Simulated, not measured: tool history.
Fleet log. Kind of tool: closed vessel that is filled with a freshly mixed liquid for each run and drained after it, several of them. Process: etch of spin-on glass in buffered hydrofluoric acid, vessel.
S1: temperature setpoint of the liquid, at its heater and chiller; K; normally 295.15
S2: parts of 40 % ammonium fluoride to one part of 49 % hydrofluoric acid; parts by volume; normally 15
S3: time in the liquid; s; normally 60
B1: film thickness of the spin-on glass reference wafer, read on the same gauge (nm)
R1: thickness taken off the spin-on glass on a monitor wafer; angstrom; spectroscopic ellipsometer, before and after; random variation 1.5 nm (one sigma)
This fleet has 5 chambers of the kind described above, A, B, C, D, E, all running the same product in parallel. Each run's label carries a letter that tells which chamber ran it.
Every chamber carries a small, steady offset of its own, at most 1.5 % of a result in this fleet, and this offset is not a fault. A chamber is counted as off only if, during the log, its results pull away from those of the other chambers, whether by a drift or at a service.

Run 1A, hour 6.5: usual settings; B1 140. Result: R1 2015.8 angstrom.
Run 2C, hour 12.6: usual settings; B1 140. Result: R1 1999.1 angstrom.
Run 3E, hour 20: usual settings; B1 139.99. Result: R1 1986.1 angstrom.
Run 4B, hour 23.6: usual settings; B1 140.04. Result: R1 2006.1 angstrom.
At hour 26.1: chamber D: thermometer replaced.
Run 5D, hour 27.4: usual settings; B1 140. Result: R1 2016.3 angstrom.
Run 6C, hour 34.1: usual settings; B1 140.01. Result: R1 2026.7 angstrom.
Run 7D, hour 41.7: usual settings but S2 9 parts by volume; B1 139.98. Result: R1 3267.8 angstrom.
Run 8E, hour 46: usual settings but S2 9 parts by volume; B1 140.03. Result: R1 3181.4 angstrom.
Run 9B, hour 52: usual settings but S2 9 parts by volume; B1 139.97. Result: R1 3152.5 angstrom.
Run 10A, hour 58.9: usual settings but S2 9 parts by volume; B1 140. Result: R1 3091.5 angstrom.
Run 11E, hour 66.7: usual settings but S2 9 parts by volume; B1 140.02. Result: R1 3190.2 angstrom.
Run 12C, hour 73.3: usual settings; B1 140. Result: R1 2005.7 angstrom.
At hour 73.8: chamber B: hydrofluoric acid flow meter replaced.
Run 13B, hour 81.1: usual settings; B1 139.99. Result: R1 1954.3 angstrom.
Run 14A, hour 86.9: usual settings; B1 140.04. Result: R1 1967.2 angstrom.
Run 15D, hour 92.8: usual settings; B1 140.03. Result: R1 2002 angstrom.
Run 16E, hour 98.9: usual settings; B1 139.98. Result: R1 1995.4 angstrom.
Run 17B, hour 105.2: usual settings; B1 140.02. Result: R1 1908.4 angstrom.
Run 18C, hour 112.9: usual settings but S1 298.15 K; B1 139.99. Result: R1 2375.9 angstrom.
Run 19D, hour 118: usual settings but S1 298.15 K; B1 139.98. Result: R1 2388.4 angstrom.
Run 20A, hour 124.9: usual settings but S1 298.15 K; B1 139.97. Result: R1 2330.4 angstrom.
Run 21E, hour 129.9: usual settings but S1 298.15 K; B1 139.99. Result: R1 2362.1 angstrom.
Run 22A, hour 134.6: usual settings but S1 298.15 K; B1 139.97. Result: R1 2335.8 angstrom.
Run 23B, hour 141.1: usual settings; B1 140. Result: R1 1883.3 angstrom.
Run 24C, hour 146.7: usual settings but S3 50 s; B1 140. Result: R1 1686.4 angstrom.
Run 25D, hour 153: usual settings but S3 50 s; B1 140.01. Result: R1 1661.4 angstrom.
Run 26D, hour 158: usual settings but S3 50 s; B1 139.97. Result: R1 1677.6 angstrom.
At hour 159.6: chamber A: hydrofluoric acid flow meter replaced.
Run 27C, hour 164.9: usual settings but S3 50 s; B1 140. Result: R1 1679.8 angstrom.
Run 28B, hour 171.1: usual settings but S3 50 s; B1 140.02. Result: R1 1541.5 angstrom.
Run 29A, hour 174.8: usual settings; B1 139.99. Result: R1 1995.1 angstrom.
Run 30E, hour 181.4: usual settings; B1 140. Result: R1 2003.4 angstrom.
Run 31B, hour 186.8: usual settings; B1 140.03. Result: R1 1850.4 angstrom.
Run 32D, hour 191.4: usual settings; B1 140.04. Result: R1 2007.8 angstrom.
Run 33A, hour 195.5: usual settings but S3 85 s; B1 139.97. Result: R1 2802.7 angstrom.

Is one chamber out of step, is the gauge drifting, or do the chambers differ by no more than their own small offsets? For an off chamber, give its letter and the likeliest cause.

One chamber, B, drifts off from the rest bit by bit.
Cause: liquid colder than its thermometer reads (K) = 1.69.

Chamber B could run next with any of the 4 candidate recipes listed below; each alters the usual settings, and their results appear as question marks. Which one brings its results back in line with what the other chambers deliver on the usual settings?
In line here means within this much of the mean the other chambers give on the usual settings: R1 54 angstrom
Run 34B-1, hour 201.2: usual settings but S2 13.5 parts by volume. Result: R1 ?.
Run 34B-2, hour 201.2: usual settings but S2 12.5 parts by volume. Result: R1 ?.
Run 34B-3, hour 201.2: usual settings but S1 294.65 K, S2 16 parts by volume. Result: R1 ?.
Run 34B-4, hour 201.2: usual settings but S1 294.65 K, S2 16 parts by volume, S3 55 s. Result: R1 ?.

The mean the other chambers reach with the usual settings: R1 2001.8 angstrom
  run      R1
34B-1  2009.4
34B-2  2166.8
34B-3  1654.2
34B-4  1516.3
34B-1 is the one that brings the chamber's results back in line with the other chambers.
